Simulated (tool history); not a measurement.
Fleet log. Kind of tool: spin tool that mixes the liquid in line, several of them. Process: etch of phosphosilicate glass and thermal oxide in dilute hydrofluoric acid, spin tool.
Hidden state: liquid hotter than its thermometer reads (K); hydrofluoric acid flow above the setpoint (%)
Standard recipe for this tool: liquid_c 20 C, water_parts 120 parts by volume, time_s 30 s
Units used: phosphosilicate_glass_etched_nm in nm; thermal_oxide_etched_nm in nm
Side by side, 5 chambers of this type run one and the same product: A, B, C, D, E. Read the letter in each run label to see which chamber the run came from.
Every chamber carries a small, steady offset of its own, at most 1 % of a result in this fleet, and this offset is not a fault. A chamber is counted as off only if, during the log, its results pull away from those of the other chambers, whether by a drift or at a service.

run	hour	liquid_c	water_parts	time_s	hours since the thermometer was replaced	hours since the hydrofluoric acid flow meter was replaced	read-back film thickness of the phosphosilicate glass reference wafer, read on the same gauge (nm)	read-back film thickness of the thermal oxide reference wafer, read on the same gauge (nm)	phosphosilicate_glass_etched_nm	thermal_oxide_etched_nm
1E	8.8	20	120	30	1626.1	1413.4	29.947	149.98	16.962	0.96659
2D	17.8	20	120	30	484.6	205.5	30.031	149.98	16.772	0.9428
3B	28.1	20	120	30	487.9	1363.5	29.996	150	16.956	1.0227
4C	34	20	120	30	636	190.4	29.965	150	17.15	0.97462
5A	40.6	20	120	30	1545.6	1031.9	29.992	150	17.065	0.9729
6A	51.9	20	120	30	1556.9	1043.2	30.019	150	17.25	0.92855
7E	61.5	20	120	30	1678.8	1466.1	30.023	150.01	16.881	0.98241
8B	68.8	20	120	30	528.6	1404.2	30.021	150	17.03	0.95377
9C	79.3	20	120	30	681.3	235.7	29.997	150	17.524	0.95335
10D	86.4	20	120	30	553.2	274.1	29.971	149.99	17.047	0.97371
11E	93.5	20	120	30	1710.8	1498.1	30.009	149.99	17.335	0.97873
12A	99.1	20	120	30	1604.1	1090.4	29.999	149.99	16.994	0.95381
13B	105.9	18.5	120	15	565.7	1441.3	29.987	150	8.0734	0.47058
14C	113.9	18.5	120	15	715.9	270.3	29.978	149.98	8.0768	0.46468
15D	121.2	18.5	120	15	588	308.9	30.002	150.01	8.0184	0.46216
16B	128.1	18.5	120	15	587.9	1463.5	29.99	150.02	7.9455	0.44324
17A	138.3	18.5	120	15	1643.3	1129.6	30.016	149.99	8.1318	0.45514
18C	144.2	20	120	30	746.2	300.6	29.98	150	17.131	0.95594
19E	153.8	20	120	30	1771.1	1558.4	29.984	149.99	17.229	0.94765
20D	162	17	120	15	628.8	349.7	29.995	149.98	7.476	0.42725
21D	168.3	17	120	15	635.1	356	29.969	150.03	7.4963	0.41942
# hour 170.8: chamber B: thermometer replaced
22B	174.5	17	120	15	3.8	1509.9	30.006	149.99	7.4499	0.44468
23C	182.9	17	120	15	784.9	339.3	30.014	150	7.4994	0.43116
24A	190.3	17	120	15	1695.3	1181.6	30.02	149.99	7.6522	0.45791
25E	199.5	20	120	30	1816.8	1604.1	30.022	150.01	17.157	0.98728
26E	207.3	20	150	50	1824.6	1611.9	29.971	149.98	21.925	1.2656
27D	214	20	150	50	680.8	401.7	30.065	149.99	21.769	1.2582
28A	221.6	20	150	50	1726.6	1212.9	30.011	150.01	21.943	1.2084
29C	229.6	20	150	50	831.6	386	30.014	149.99	22.471	1.2845
30B	240.8	20	150	50	70.1	1576.2	29.996	149.99	22.313	1.2581
31D	250.2	20	120	30	717	437.9	29.961	150	16.88	0.9342
32C	257.7	20	120	30	859.7	414.1	30.037	150.02	17.447	0.99974
33A	264.5	20	120	30	1769.5	1255.8	30.023	150	17.389	0.96003
34E	274.3	20	120	30	1891.6	1678.9	30.006	150	17.109	0.98093
35B	284.6	20	120	30	113.9	1620	30.045	150.02	17.1	0.97801
36A	294.9	20	120	30	1799.9	1286.2	29.964	150.01	17.185	0.95958
37B	304	20	120	30	133.3	1639.4	30.006	150.01	17.237	1.0037
# hour 314.7: chamber D: thermometer replaced
38C	316	20	120	30	918	472.4	30.024	149.98	17.049	1.0228
39E	323.8	20	120	30	1941.1	1728.4	29.977	150	17.285	0.97143
40D	330	20	145	30	15.3	517.7	29.991	150	13.554	0.77353
41B	338.9	20	145	30	168.2	1674.3	30.042	150	13.638	0.84097
42C	345.4	20	145	30	947.4	501.8	29.988	149.98	13.661	0.77871
43E	357.2	20	145	30	1974.5	1761.8	30.008	150	13.789	0.79797
44A	365	20	145	30	1870	1356.3	29.995	150.03	13.708	0.81682

Is one chamber out of step, is the gauge drifting, or do the chambers differ by no more than their own small offsets? For an off chamber, give its letter and the likeliest cause.

All chambers stay in line apart from their small fixed offsets, and the gauge does not drift.
